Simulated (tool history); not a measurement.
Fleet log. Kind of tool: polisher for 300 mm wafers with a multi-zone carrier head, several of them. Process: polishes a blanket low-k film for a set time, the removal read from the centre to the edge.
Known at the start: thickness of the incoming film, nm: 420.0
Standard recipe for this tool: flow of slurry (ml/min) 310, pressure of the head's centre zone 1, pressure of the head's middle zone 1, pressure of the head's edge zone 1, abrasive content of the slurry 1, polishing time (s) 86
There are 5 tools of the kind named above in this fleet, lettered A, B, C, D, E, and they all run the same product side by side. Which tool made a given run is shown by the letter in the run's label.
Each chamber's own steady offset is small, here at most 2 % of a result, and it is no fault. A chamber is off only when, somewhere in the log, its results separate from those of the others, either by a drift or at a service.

run,hour,flow of slurry (ml/min),pressure of the head's centre zone,pressure of the head's middle zone,pressure of the head's edge zone,abrasive content of the slurry,polishing time (s),film removed at the wafer's centre (nm),film removed at mid-radius (nm),film removed at the wafer's edge (nm)
1B,2.6,310,1,1,1,1,86,48.204,48.592,48.255
2A,6.7,310,1,1,1,1,86,49.073,47.956,48.019
3D,11.5,310,1,1,1,1,86,48.329,48.693,49.07
# hour 12.8: chamber A: worn pad replaced by a new one
# hour 13.3: chamber D: centre zone pressure recalibrated
# hour 15: chamber C: worn pad replaced by a new one
4E,17,310,1,1,1,1,86,49.038,49.027,48.287
5C,21.9,310,1,1,1,1,86,49.135,49.759,49.549
6A,27.4,310,1,1,1,1,86,48.811,48.193,47.939
# hour 32.2: chamber D: worn pad replaced by a new one
# hour 32.2: chamber D: slurry nozzle cleaned
7B,32.9,310,1,1,1,1,86,48.393,48.536,48.18
# hour 38.1: chamber E: worn pad replaced by a new one
8C,38.5,310,1,1,1,1,86,49.066,48.797,47.997
9E,44.2,310,1,1,1,1,86,48.73,48.11,49.557
10D,48.8,310,1,1,1,1,86,48.496,49.015,48.924
# hour 50.9: chamber B: slurry nozzle cleaned
11C,53.7,310,1,1,1,1,86,48.591,49.573,48.763
12E,58.8,310,1,1,1,1,86,49.02,48.981,49.614
13D,63.8,310,1,1,1,1.2,68,41.397,41.829,41.151
# hour 66.4: chamber B: centre zone pressure recalibrated
14A,68.5,310,1,1,1,1.2,68,41.647,40.484,41.486
15B,72.9,310,1,1,1,1.2,68,44.907,41.556,41.678
16B,77.4,310,1,1,1,1.2,68,44.695,41.6,42.091
17E,81.9,310,1,1,1,1.2,68,42.176,42.509,41.702
18C,84.5,310,1,1,1,1,86,49.031,49.218,48.862
19A,88.8,310,1,1,1,1,86,49.115,46.662,47.789
20D,91.6,310,1,1,1,1,86,48.59,49.025,48.097
# hour 96.4: chamber A: worn pad replaced by a new one
21E,97.3,310,1,1,1,1,86,48.395,48.721,48.36
22B,100,310,1,1,1,1,86,52.482,47.961,48.293
23A,105.5,310,1,1,1,1,86,49.351,47.81,48.941
# hour 109.1: chamber B: worn pad replaced by a new one
24C,109.6,310,1,1,1,1,86,49.059,48.869,48.065
25D,114,250,1,1,1,1,86,47.328,47.586,47.017
# hour 115.8: chamber E: worn pad replaced by a new one
26A,117.6,250,1,1,1,1,86,47.758,46.963,47.854
27E,120.4,250,1,1,1,1,86,47.497,47.455,47.858
# hour 124.8: chamber D: worn pad replaced by a new one
# hour 125.4: chamber C: edge zone pressure recalibrated
# hour 125.5: chamber C: slurry nozzle cleaned
28D,125.8,250,1,1,1,1,86,47.198,48.491,48.474
29C,129.4,250,1,1,1,1,86,47.52,47.188,47.81
30B,134.4,310,1,1,1,1,86,52.883,48.213,48.969
# hour 138.7: chamber E: slurry nozzle cleaned
31D,138.9,310,1,1,0.9,1,86,48.719,49.573,46.164
32B,142.7,310,1,1,0.9,1,86,52.506,49.149,46.781
33E,147.5,310,1,1,0.9,1,86,48.964,47.905,47.651
34A,150.8,310,1,1,0.9,1,86,48.968,47.836,45.401
35C,153.5,310,1,1,0.9,1,86,48.27,48.565,45.796
36D,156.8,310,1,1,1,1,86,48.342,48.845,48.152
37C,160.1,310,1,1,1,1,86,48.849,49.075,49.135
38A,163.6,310,1,1,1,1,86,48.799,48.207,48.579
39E,168,310,0.89,1,1,1,86,43.551,48.676,49.519
40B,170.7,310,0.89,1,1,1,86,46.233,48.966,48.785
# hour 172.3: chamber D: edge zone pressure recalibrated
41E,173.1,310,0.89,1,1,1,86,42.726,49.407,49.195
42D,176.7,310,0.89,1,1,1,86,42.643,48.748,47.972

What goes on in this fleet: one chamber off, a drifting gauge, or nothing beyond the chambers' own small offsets? Name the chamber and the cause, if any.

The work done on chamber B during a service left it standing apart from the others.
Cause: centre zone's pressure above its setpoint, % = 7.78.

Chamber B could run next with any of the 4 candidate recipes listed below; each alters the usual settings, and their results appear as question marks. Which one brings its results back in line with what the other chambers deliver on the usual settings?
Maximum distance from the other chambers' mean on the usual settings for a result to count as in line: film removed at the wafer's centre (nm) 1.1; film removed at mid-radius (nm) 1.8; film removed at the wafer's edge (nm) 2
43B-1,180.8,300,0.88,1.02,1.04,1,85,?,?,?
43B-2,180.8,315,1.06,0.99,0.98,1,87,?,?,?
43B-3,180.8,305,0.94,1.01,1.02,1,85,?,?,?
43B-4,180.8,320,1.12,0.98,0.96,1,88,?,?,?

Mean of the other chambers on the usual settings: film removed at the wafer's centre (nm) 48.739; film removed at mid-radius (nm) 48.677; film removed at the wafer's edge (nm) 48.626
run,film removed at the wafer's centre (nm),film removed at mid-radius (nm),film removed at the wafer's edge (nm)
43B-1,44.893,49.172,49.004
43B-2,56.655,49.126,48.795
43B-3,48.371,48.783,48.564
43B-4,60.933,49.278,48.889
With 43B-3, the chamber falls back in line with the rest.
